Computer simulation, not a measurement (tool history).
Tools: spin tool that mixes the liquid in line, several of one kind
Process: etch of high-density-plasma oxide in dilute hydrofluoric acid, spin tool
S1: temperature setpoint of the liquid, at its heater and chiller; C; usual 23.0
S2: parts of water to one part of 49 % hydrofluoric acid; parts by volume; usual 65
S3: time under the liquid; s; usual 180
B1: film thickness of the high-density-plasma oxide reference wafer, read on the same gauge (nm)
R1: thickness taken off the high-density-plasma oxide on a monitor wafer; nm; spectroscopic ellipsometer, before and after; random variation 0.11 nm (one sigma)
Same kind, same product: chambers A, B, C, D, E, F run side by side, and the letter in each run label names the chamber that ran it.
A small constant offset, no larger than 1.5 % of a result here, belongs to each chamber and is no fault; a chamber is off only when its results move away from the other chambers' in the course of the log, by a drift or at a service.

| run | hour | S1 | S2 | S3 | B1 | R1 |
|---|---|---|---|---|---|---|
| 1E | 7.5 | 23.0 | 65 | 180 | 50.065 | 14.0780 |
| 2B | 13.8 | 23.0 | 65 | 180 | 49.993 | 13.9900 |
| 3D | 22.7 | 23.0 | 65 | 180 | 50.008 | 13.9290 |
| 4F | 28.8 | 23.0 | 65 | 180 | 49.990 | 13.8060 |
| 5C | 34.6 | 23.0 | 65 | 180 | 50.009 | 13.9660 |
| 6A | 39.1 | 23.0 | 65 | 180 | 50.001 | 14.0450 |
| 7C | 48.6 | 23.0 | 65 | 180 | 49.980 | 14.2060 |
| 8F | 56.0 | 23.0 | 65 | 180 | 50.009 | 14.1010 |
| 9B | 61.0 | 21.5 | 65 | 180 | 49.972 | 13.3460 |
| 10A | 66.0 | 21.5 | 65 | 180 | 50.029 | 13.3160 |
| 11E | 74.1 | 21.5 | 65 | 180 | 49.979 | 13.1960 |
|  | 79.4 | chamber F: hydrofluoric acid flow meter replaced |
| 12D | 80.2 | 21.5 | 65 | 180 | 49.965 | 13.4900 |
| 13D | 88.7 | 21.5 | 65 | 180 | 50.025 | 13.3420 |
| 14F | 97.4 | 21.5 | 65 | 180 | 50.017 | 13.2170 |
| 15C | 105.4 | 23.0 | 65 | 180 | 49.970 | 13.8480 |
| 16E | 113.4 | 23.0 | 65 | 180 | 49.995 | 14.2480 |
| 17B | 119.1 | 23.0 | 65 | 180 | 50.016 | 14.0190 |
| 18A | 123.6 | 23.0 | 65 | 180 | 49.952 | 14.0220 |
| 19B | 128.6 | 23.0 | 65 | 180 | 49.990 | 14.3330 |
|  | 134.4 | chamber F: thermometer replaced |
| 20C | 135.8 | 23.0 | 65 | 180 | 50.026 | 13.9760 |
| 21D | 145.5 | 23.0 | 45 | 180 | 50.031 | 21.3480 |
| 22E | 154.5 | 23.0 | 45 | 180 | 49.986 | 21.2030 |
| 23A | 163.9 | 23.0 | 45 | 180 | 50.046 | 20.8040 |
| 24F | 170.7 | 23.0 | 45 | 180 | 50.017 | 20.8980 |
| 25C | 175.9 | 23.0 | 45 | 180 | 49.981 | 20.5920 |
| 26F | 184.5 | 23.0 | 45 | 180 | 49.983 | 20.6680 |
|  | 187.7 | chamber A: hydrofluoric acid flow meter replaced |
| 27E | 191.9 | 23.0 | 65 | 180 | 49.935 | 13.9080 |
| 28A | 198.3 | 23.0 | 65 | 180 | 50.037 | 13.8650 |
| 29D | 207.2 | 23.0 | 85 | 115 | 49.981 | 7.0287 |
| 30B | 212.3 | 23.0 | 85 | 115 | 49.983 | 6.7532 |
| 31A | 219.8 | 23.0 | 85 | 115 | 50.002 | 6.5428 |
| 32E | 228.1 | 23.0 | 85 | 115 | 50.036 | 6.6418 |
| 33C | 234.3 | 23.0 | 85 | 115 | 50.025 | 6.7392 |
| 34D | 241.2 | 23.0 | 85 | 115 | 49.981 | 7.1774 |
| 35F | 245.7 | 23.0 | 65 | 180 | 50.024 | 14.1750 |
| 36B | 253.7 | 23.0 | 65 | 180 | 49.995 | 14.1070 |
| 37B | 263.3 | 23.0 | 65 | 180 | 50.029 | 14.1320 |
| 38F | 271.0 | 23.0 | 65 | 180 | 49.999 | 14.1510 |
| 39C | 279.0 | 23.0 | 65 | 180 | 50.035 | 14.0560 |
| 40D | 286.8 | 23.0 | 65 | 80 | 50.019 | 6.7378 |
|  | 293.1 | chamber A: thermometer replaced |
| 41A | 293.7 | 23.0 | 65 | 80 | 49.994 | 6.1730 |
| 42E | 300.8 | 23.0 | 65 | 80 | 50.012 | 6.2165 |
| 43A | 310.1 | 23.0 | 65 | 80 | 49.993 | 6.2541 |

Has any chamber moved away from the others, gradually or after a service, or does the common gauge drift, or do the chambers differ only by their own small steady offsets? State the chamber and the most likely cause if one applies.

It is chamber D that slowly wanders off from its peers.
Most likely cause: hydrofluoric acid flow above the setpoint (%) = 8.57.
It could be hard to tell apart here from: liquid hotter than its thermometer reads (K).

Here are 4 candidates for chamber D's next run, each the usual settings with a change, their results left as question marks. Which one brings its results back in line with what the others give on the usual settings?
To be in line, a result may differ from the other chambers' mean on the usual settings by at most: R1 0.3900 nm
| 44D-1 | 317.4 | 23.0 | 65 | 175 |  | ? |
| 44D-2 | 317.4 | 23.0 | 65 | 165 |  | ? |
| 44D-3 | 317.4 | 23.0 | 65 | 185 |  | ? |
| 44D-4 | 317.4 | 23.0 | 65 | 195 |  | ? |

The other chambers' mean on the usual settings: R1 14.1190 nm
| run | R1 |
|---|---|
| 44D-1 | 14.8210 |
| 44D-2 | 13.9740 |
| 44D-3 | 15.6680 |
| 44D-4 | 16.5140 |
With 44D-2, the chamber falls back in line with the rest.

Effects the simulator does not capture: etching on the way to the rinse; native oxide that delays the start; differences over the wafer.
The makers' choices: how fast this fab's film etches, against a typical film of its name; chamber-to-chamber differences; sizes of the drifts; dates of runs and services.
